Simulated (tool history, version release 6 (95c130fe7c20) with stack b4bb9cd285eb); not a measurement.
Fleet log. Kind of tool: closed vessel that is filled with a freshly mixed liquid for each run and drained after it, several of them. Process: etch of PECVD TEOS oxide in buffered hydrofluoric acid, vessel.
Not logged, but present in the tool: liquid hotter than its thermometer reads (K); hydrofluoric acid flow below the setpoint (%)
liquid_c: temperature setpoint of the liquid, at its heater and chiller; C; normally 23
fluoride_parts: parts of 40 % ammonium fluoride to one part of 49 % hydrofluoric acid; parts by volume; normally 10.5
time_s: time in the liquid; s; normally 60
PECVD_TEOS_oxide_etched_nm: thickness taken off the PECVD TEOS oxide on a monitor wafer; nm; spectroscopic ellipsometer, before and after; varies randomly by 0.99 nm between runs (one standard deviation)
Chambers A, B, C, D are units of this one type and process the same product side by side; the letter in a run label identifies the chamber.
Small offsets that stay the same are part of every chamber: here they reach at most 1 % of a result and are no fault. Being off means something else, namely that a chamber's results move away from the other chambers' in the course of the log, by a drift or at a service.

run   hour  liquid_c  fluoride_parts  time_s  hours since the thermometer was replaced  hours since the hydrofluoric acid flow meter was replaced  read-back film thickness of the PECVD TEOS oxide reference wafer, read on the same gauge (nm)  PECVD_TEOS_oxide_etched_nm
 1D    7.8        23            10.5      60                                    1753.3                                                      394.4                                                                                         100.02                      114.47
 2B   15.7        23            10.5      60                                     195.3                                                      200.5                                                                                         99.998                      114.38
 3A   22.3        23            10.5      60                                    1201.5                                                      962.2                                                                                         100.02                      115.07
 4C   29.5        23            10.5      60                                     173.6                                                      178.5                                                                                            100                      113.51
 5D   43.6        23            10.5      60                                    1789.1                                                      430.2                                                                                         99.986                      115.55
 6A   55.5        23            10.5      60                                    1234.7                                                      995.4                                                                                         99.997                      112.97
 7B   61.6        23            10.5      60                                     241.2                                                      246.4                                                                                         99.999                      113.34
 8C   72.8        23            10.5      60                                     216.9                                                      221.8                                                                                         100.02                      111.82
 9C   81.4        23            10.5      85                                     225.5                                                      230.4                                                                                            100                      161.38
10B   89.8        23            10.5      85                                     269.4                                                      274.6                                                                                         100.01                      159.58
11D  103.9        23            10.5      85                                    1849.4                                                      490.5                                                                                         99.997                      163.24
12A  115.2        23            10.5      85                                    1294.4                                                     1055.1                                                                                         100.01                      161.24
13B    126        23            10.5      60                                     305.6                                                      310.8                                                                                          99.99                      112.56
14C  133.7      18.5            10.5      60                                     277.8                                                      282.7                                                                                         99.968                      88.859
15D  147.5      18.5            10.5      60                                      1893                                                      534.1                                                                                         99.988                      89.479
16A  154.2      18.5            10.5      60                                    1333.4                                                     1094.1                                                                                         100.03                      88.721
17D    167      18.5            10.5      60                                    1912.5                                                      553.6                                                                                         100.01                      89.614
18C  176.8        19            10.5      80                                     320.9                                                      325.8                                                                                         99.983                      118.59
19A  187.7        19            10.5      80                                    1366.9                                                     1127.6                                                                                         100.02                      121.41
20B  196.4        19            10.5      80                                       376                                                      381.2                                                                                            100                      120.28
21B  210.3        19            10.5      80                                     389.9                                                      395.1                                                                                            100                      122.14
22C  218.6        23            10.5      60                                     362.7                                                      367.6                                                                                         100.01                      108.16
23D  228.7        23            10.5      60                                    1974.2                                                      615.3                                                                                         100.01                      115.99
24A  240.3        23            10.5      60                                    1419.5                                                     1180.2                                                                                         99.997                      112.01
25C  253.8        23            13.5      50                                     397.9                                                      402.8                                                                                         99.999                      68.604
26A  264.2        23            13.5      50                                    1443.4                                                     1204.1                                                                                         100.03                      73.971
27B  274.8        23            13.5      50                                     454.4                                                      459.6                                                                                         100.02                      74.771
28D  283.5        23            13.5      50                                      2029                                                      670.1                                                                                         99.995                      75.013
29B  294.1        23            10.5      60                                     473.7                                                      478.9                                                                                         99.988                      113.86
30A  303.9        23            10.5      60                                    1483.1                                                     1243.8                                                                                         99.984                      111.46
31D  314.2        23            10.5      60                                    2059.7                                                      700.8                                                                                         100.03                      115.58
32C  323.9        23            10.5      75                                       468                                                      472.9                                                                                         99.996                      128.45
33C  332.1        23            10.5      75                                     476.2                                                      481.1                                                                                         100.03                      126.45
34D  340.9        23            10.5      75                                    2086.4                                                      727.5                                                                                         100.01                      142.64
35B    354        23            10.5      75                                     533.6                                                      538.8                                                                                         100.02                      140.08

Does one chamber stand apart from the rest, does the shared gauge drift, or is all well apart from small per-chamber offsets? Give the chamber and the most likely cause, where there is one.

Little by little, chamber C moves away from the other chambers.
Cause: hydrofluoric acid flow below the setpoint (%) = 11.5.
With only this log, it may be confused with: liquid colder than its thermometer reads (K).

Which of the 4 candidates below, each the usual settings with something changed and its results left as question marks, puts chamber C back in line with what the other chambers give on the usual settings?
Maximum distance from the other chambers' mean on the usual settings for a result to count as in line: PECVD_TEOS_oxide_etched_nm 3.5 nm
36C-1  364.1        23              11      50                                                                                                                                                                                                                               ?
36C-2  364.1        23               8      60                                                                                                                                                                                                                               ?
36C-3  364.1      23.5             9.5      60                                                                                                                                                                                                                               ?
36C-4  364.1      20.5            10.5      60                                                                                                                                                                                                                               ?

What the other chambers average on the usual settings: PECVD_TEOS_oxide_etched_nm 113.92 nm
  run  PECVD_TEOS_oxide_etched_nm
36C-1                       79.66
36C-2                      126.42
36C-3                      113.56
36C-4                      87.363
It is 36C-3 that realigns the chamber with its peers.
